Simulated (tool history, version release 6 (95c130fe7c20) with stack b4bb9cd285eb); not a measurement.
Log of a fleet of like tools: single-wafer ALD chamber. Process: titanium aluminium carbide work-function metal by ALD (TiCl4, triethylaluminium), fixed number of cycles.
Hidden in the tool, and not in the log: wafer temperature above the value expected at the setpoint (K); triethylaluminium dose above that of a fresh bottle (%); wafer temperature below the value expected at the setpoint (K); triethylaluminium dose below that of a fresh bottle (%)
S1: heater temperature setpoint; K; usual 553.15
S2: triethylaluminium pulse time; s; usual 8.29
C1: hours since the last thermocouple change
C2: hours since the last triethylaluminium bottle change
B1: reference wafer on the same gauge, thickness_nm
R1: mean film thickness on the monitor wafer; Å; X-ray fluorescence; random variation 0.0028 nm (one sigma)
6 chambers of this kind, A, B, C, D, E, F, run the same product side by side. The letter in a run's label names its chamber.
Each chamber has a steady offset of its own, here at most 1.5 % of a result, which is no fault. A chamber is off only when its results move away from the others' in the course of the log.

Run 1E, day 0.329: usual settings; C1 857.1; C2 761.3; B1 1.8200. Result: R1 17.844 Å.
Run 2D, day 0.638: usual settings; C1 367.8; C2 200.2; B1 1.8203. Result: R1 17.570 Å.
Run 3A, day 1.046: usual settings; C1 1960.0; C2 367.3; B1 1.8213. Result: R1 17.988 Å.
Run 4B, day 1.412: usual settings; C1 324.5; C2 1202.3; B1 1.8212. Result: R1 17.743 Å.
Run 5C, day 1.738: usual settings; C1 1023.2; C2 44.6; B1 1.8220. Result: R1 17.889 Å.
Run 6F, day 2.062: usual settings; C1 439.9; C2 294.2; B1 1.8214. Result: R1 17.867 Å.
At day 2.442: chamber A: thermocouple changed; heater temperature recalibrated.
Run 7F, day 2.512: usual settings but S1 564.15 K, S2 6.05 s; C1 450.7; C2 305.0; B1 1.8213. Result: R1 17.419 Å.
Run 8A, day 2.971: usual settings but S1 564.15 K, S2 6.05 s; C1 12.8; C2 413.5; B1 1.8226. Result: R1 17.621 Å.
Run 9D, day 3.254: usual settings but S1 564.15 K, S2 6.05 s; C1 430.6; C2 263.0; B1 1.8224. Result: R1 17.212 Å.
Run 10E, day 3.683: usual settings but S1 564.15 K, S2 6.05 s; C1 937.6; C2 841.8; B1 1.8235. Result: R1 17.473 Å.
Run 11C, day 3.942: usual settings but S1 564.15 K, S2 6.05 s; C1 1076.1; C2 97.5; B1 1.8232. Result: R1 17.471 Å.
Run 12B, day 4.317: usual settings but S1 564.15 K, S2 6.05 s; C1 394.2; C2 1272.0; B1 1.8238. Result: R1 17.303 Å.
Run 13A, day 4.525: usual settings; C1 50.1; C2 450.8; B1 1.8235. Result: R1 18.004 Å.
Run 14F, day 4.904: usual settings; C1 508.1; C2 362.4; B1 1.8242. Result: R1 17.830 Å.
Run 15C, day 5.262: usual settings; C1 1107.8; C2 129.2; B1 1.8252. Result: R1 17.938 Å.
Run 16E, day 5.479: usual settings; C1 980.7; C2 884.9; B1 1.8244. Result: R1 17.909 Å.
Run 17B, day 5.808: usual settings; C1 430.0; C2 1307.8; B1 1.8246. Result: R1 17.866 Å.
Run 18D, day 6.042: usual settings; C1 497.5; C2 329.9; B1 1.8257. Result: R1 17.584 Å.
At day 6.388: chamber B: triethylaluminium bottle replaced.
Run 19D, day 6.442: usual settings; C1 507.1; C2 339.5; B1 1.8255. Result: R1 17.553 Å.
Run 20A, day 6.817: usual settings; C1 105.1; C2 505.8; B1 1.8254. Result: R1 18.103 Å.
Run 21E, day 7.250: usual settings; C1 1023.2; C2 927.4; B1 1.8262. Result: R1 17.889 Å.
Run 22F, day 7.588: usual settings; C1 572.5; C2 426.8; B1 1.8257. Result: R1 17.842 Å.
Run 23C, day 7.858: usual settings; C1 1170.1; C2 191.5; B1 1.8262. Result: R1 17.944 Å.
Run 24B, day 8.075: usual settings; C1 484.4; C2 40.5; B1 1.8262. Result: R1 17.868 Å.
Run 25A, day 8.479: usual settings; C1 145.0; C2 545.7; B1 1.8267. Result: R1 18.056 Å.
At day 8.738: chamber E: thermocouple changed; heater temperature recalibrated.
Run 26C, day 8.871: usual settings; C1 1194.4; C2 215.8; B1 1.8269. Result: R1 17.961 Å.
Run 27F, day 9.146: usual settings; C1 609.9; C2 464.2; B1 1.8272. Result: R1 17.864 Å.
Run 28D, day 9.517: usual settings; C1 580.9; C2 413.3; B1 1.8275. Result: R1 17.652 Å.
Run 29E, day 9.888: usual settings; C1 27.7; C2 990.7; B1 1.8273. Result: R1 17.839 Å.
Run 30B, day 10.133: usual settings; C1 533.8; C2 89.9; B1 1.8290. Result: R1 17.806 Å.
Run 31E, day 10.458: usual settings; C1 41.4; C2 1004.4; B1 1.8282. Result: R1 17.903 Å.
Run 32A, day 10.862: usual settings; C1 202.2; C2 602.9; B1 1.8292. Result: R1 18.079 Å.
Run 33B, day 11.062: usual settings; C1 556.1; C2 112.2; B1 1.8288. Result: R1 17.826 Å.
Run 34C, day 11.283: usual settings; C1 1252.3; C2 273.7; B1 1.8293. Result: R1 17.962 Å.
Run 35D, day 11.654: usual settings; C1 632.2; C2 464.6; B1 1.8293. Result: R1 17.684 Å.
At day 12.062: chamber D: triethylaluminium bottle replaced.
Run 36F, day 12.083: usual settings; C1 680.4; C2 534.7; B1 1.8295. Result: R1 17.905 Å.
Run 37C, day 12.475: usual settings; C1 1280.9; C2 302.3; B1 1.8292. Result: R1 17.988 Å.
Run 38D, day 12.796: usual settings but S1 543.15 K, S2 5.18 s; C1 659.6; C2 17.6; B1 1.8310. Result: R1 14.899 Å.
Run 39E, day 13.117: usual settings but S1 543.15 K, S2 5.18 s; C1 105.2; C2 1068.2; B1 1.8305. Result: R1 15.149 Å.
Run 40B, day 13.371: usual settings but S1 543.15 K, S2 5.18 s; C1 611.5; C2 167.6; B1 1.8309. Result: R1 15.022 Å.
Run 41A, day 13.638: usual settings but S1 543.15 K, S2 5.18 s; C1 268.8; C2 669.5; B1 1.8313. Result: R1 15.258 Å.
Run 42F, day 14.025: usual settings but S1 543.15 K, S2 5.18 s; C1 727.0; C2 581.3; B1 1.8318. Result: R1 15.025 Å.

All 6 chambers run these settings next. Forecast each chamber's results:
Run 43A, day 14.354: usual settings but S2 5.26 s. Result: R1 ?.
Run 43B, day 14.354: usual settings but S2 5.26 s. Result: R1 ?.
Run 43C, day 14.354: usual settings but S2 5.26 s. Result: R1 ?.
Run 43D, day 14.354: usual settings but S2 5.26 s. Result: R1 ?.
Run 43E, day 14.354: usual settings but S2 5.26 s. Result: R1 ?.
Run 43F, day 14.354: usual settings but S2 5.26 s. Result: R1 ?.

run      R1
43A  16.113
43B  15.864
43C  15.902
43D  15.703
43E  15.954
43F  15.865
